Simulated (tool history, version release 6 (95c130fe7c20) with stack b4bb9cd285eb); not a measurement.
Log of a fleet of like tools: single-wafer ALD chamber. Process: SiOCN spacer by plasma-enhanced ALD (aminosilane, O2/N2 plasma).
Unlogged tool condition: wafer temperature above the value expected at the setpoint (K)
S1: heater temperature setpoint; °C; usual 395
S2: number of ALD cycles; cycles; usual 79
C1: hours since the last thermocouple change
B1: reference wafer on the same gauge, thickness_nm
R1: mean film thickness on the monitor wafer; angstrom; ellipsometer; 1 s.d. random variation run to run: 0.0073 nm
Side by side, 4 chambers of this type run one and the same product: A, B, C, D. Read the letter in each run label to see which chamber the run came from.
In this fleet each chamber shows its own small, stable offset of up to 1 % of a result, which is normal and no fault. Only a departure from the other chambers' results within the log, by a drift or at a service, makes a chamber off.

{"run": "1D", "day": 0.083, "S1": 395, "S2": 79, "C1": 97.1, "B1": 5.6985, "R1": 47.815}
{"run": "2C", "day": 0.171, "S1": 395, "S2": 79, "C1": 705.7, "B1": 5.6988, "R1": 47.693}
{"run": "3B", "day": 0.283, "S1": 395, "S2": 79, "C1": 553.2, "B1": 5.6998, "R1": 47.462}
{"run": "4A", "day": 0.446, "S1": 395, "S2": 79, "C1": 936.2, "B1": 5.6942, "R1": 48.136}
{"run": "5C", "day": 0.612, "S1": 403, "S2": 79, "C1": 716.3, "B1": 5.694, "R1": 47.087}
{"run": "6D", "day": 0.725, "S1": 403, "S2": 79, "C1": 112.5, "B1": 5.695, "R1": 47.281}
{"run": "7A", "day": 0.833, "S1": 403, "S2": 79, "C1": 945.5, "B1": 5.6934, "R1": 47.621}
{"run": "8B", "day": 0.917, "S1": 403, "S2": 79, "C1": 568.4, "B1": 5.6945, "R1": 46.459}
{"run": "9B", "day": 1.058, "S1": 395, "S2": 79, "C1": 571.8, "B1": 5.6932, "R1": 47.639}
{"run": "10A", "day": 1.2, "S1": 395, "S2": 79, "C1": 954.3, "B1": 5.6923, "R1": 48.025}
{"run": "11D", "day": 1.35, "S1": 404, "S2": 67, "C1": 127.5, "B1": 5.6912, "R1": 39.919}
{"run": "12C", "day": 1.438, "S1": 404, "S2": 67, "C1": 736.1, "B1": 5.6879, "R1": 39.813}
{"run": "13C", "day": 1.571, "S1": 404, "S2": 67, "C1": 739.3, "B1": 5.6869, "R1": 39.787}
{"run": "14A", "day": 1.725, "S1": 404, "S2": 67, "C1": 966.9, "B1": 5.6881, "R1": 40.205}
{"run": "15B", "day": 1.808, "S1": 395, "S2": 79, "C1": 589.8, "B1": 5.688, "R1": 47.583}
{"run": "16D", "day": 1.967, "S1": 402, "S2": 79, "C1": 142.3, "B1": 5.6829, "R1": 47.416}
{"run": "17B", "day": 2.092, "S1": 402, "S2": 79, "C1": 596.6, "B1": 5.6866, "R1": 46.535}
{"run": "18D", "day": 2.275, "S1": 402, "S2": 79, "C1": 149.7, "B1": 5.6855, "R1": 47.369}
{"run": "19A", "day": 2.417, "S1": 402, "S2": 79, "C1": 983.5, "B1": 5.6812, "R1": 47.747}
{"run": "20C", "day": 2.579, "S1": 395, "S2": 79, "C1": 763.5, "B1": 5.683, "R1": 47.492}
{"run": "21D", "day": 2.729, "S1": 395, "S2": 79, "C1": 160.6, "B1": 5.6805, "R1": 47.66}
{"run": "22B", "day": 2.904, "S1": 381, "S2": 79, "C1": 616.1, "B1": 5.6809, "R1": 47.487}
{"run": "23A", "day": 2.992, "S1": 381, "S2": 79, "C1": 997.3, "B1": 5.6808, "R1": 47.897}
{"run": "24C", "day": 3.171, "S1": 381, "S2": 79, "C1": 777.7, "B1": 5.6779, "R1": 47.493}
{"run": "25B", "day": 3.288, "S1": 381, "S2": 79, "C1": 625.3, "B1": 5.6759, "R1": 47.432}
{"run": "26A", "day": 3.371, "S1": 395, "S2": 79, "C1": 1006.4, "B1": 5.6741, "R1": 47.892}
{"run": "27D", "day": 3.475, "S1": 395, "S2": 79, "C1": 178.5, "B1": 5.676, "R1": 47.542}
{"run": "28C", "day": 3.596, "S1": 395, "S2": 79, "C1": 787.9, "B1": 5.6741, "R1": 47.342}
{"run": "29B", "day": 3.754, "S1": 395, "S2": 79, "C1": 636.5, "B1": 5.6735, "R1": 47.429}
{"run": "30A", "day": 3.912, "S1": 395, "S2": 79, "C1": 1019.4, "B1": 5.6704, "R1": 47.743}
{"run": "31D", "day": 4.025, "S1": 387, "S2": 79, "C1": 191.7, "B1": 5.6697, "R1": 47.572}
{"run": "32C", "day": 4.179, "S1": 387, "S2": 79, "C1": 801.9, "B1": 5.6721, "R1": 47.304}
{"run": "33D", "day": 4.342, "S1": 387, "S2": 79, "C1": 199.3, "B1": 5.6667, "R1": 47.577}
{"run": "34B", "day": 4.492, "S1": 387, "S2": 79, "C1": 654.2, "B1": 5.6648, "R1": 47.441}
{"run": "35C", "day": 4.575, "S1": 395, "S2": 65, "C1": 811.4, "B1": 5.6653, "R1": 39.008}
{"run": "36A", "day": 4.658, "S1": 395, "S2": 65, "C1": 1037.3, "B1": 5.6671, "R1": 39.412}
{"run": "37D", "day": 4.758, "S1": 395, "S2": 65, "C1": 209.3, "B1": 5.6671, "R1": 39.083}

Each of the 4 chambers runs these same settings next. Fill in every chamber's results:
{"run": "38A", "day": 4.892, "S1": 395, "S2": 87, "R1": "?"}
{"run": "38B", "day": 4.892, "S1": 395, "S2": 87, "R1": "?"}
{"run": "38C", "day": 4.892, "S1": 395, "S2": 87, "R1": "?"}
{"run": "38D", "day": 4.892, "S1": 395, "S2": 87, "R1": "?"}

run=38A R1=52.677
run=38B R1=52.206
run=38C R1=51.967
run=38D R1=52.28
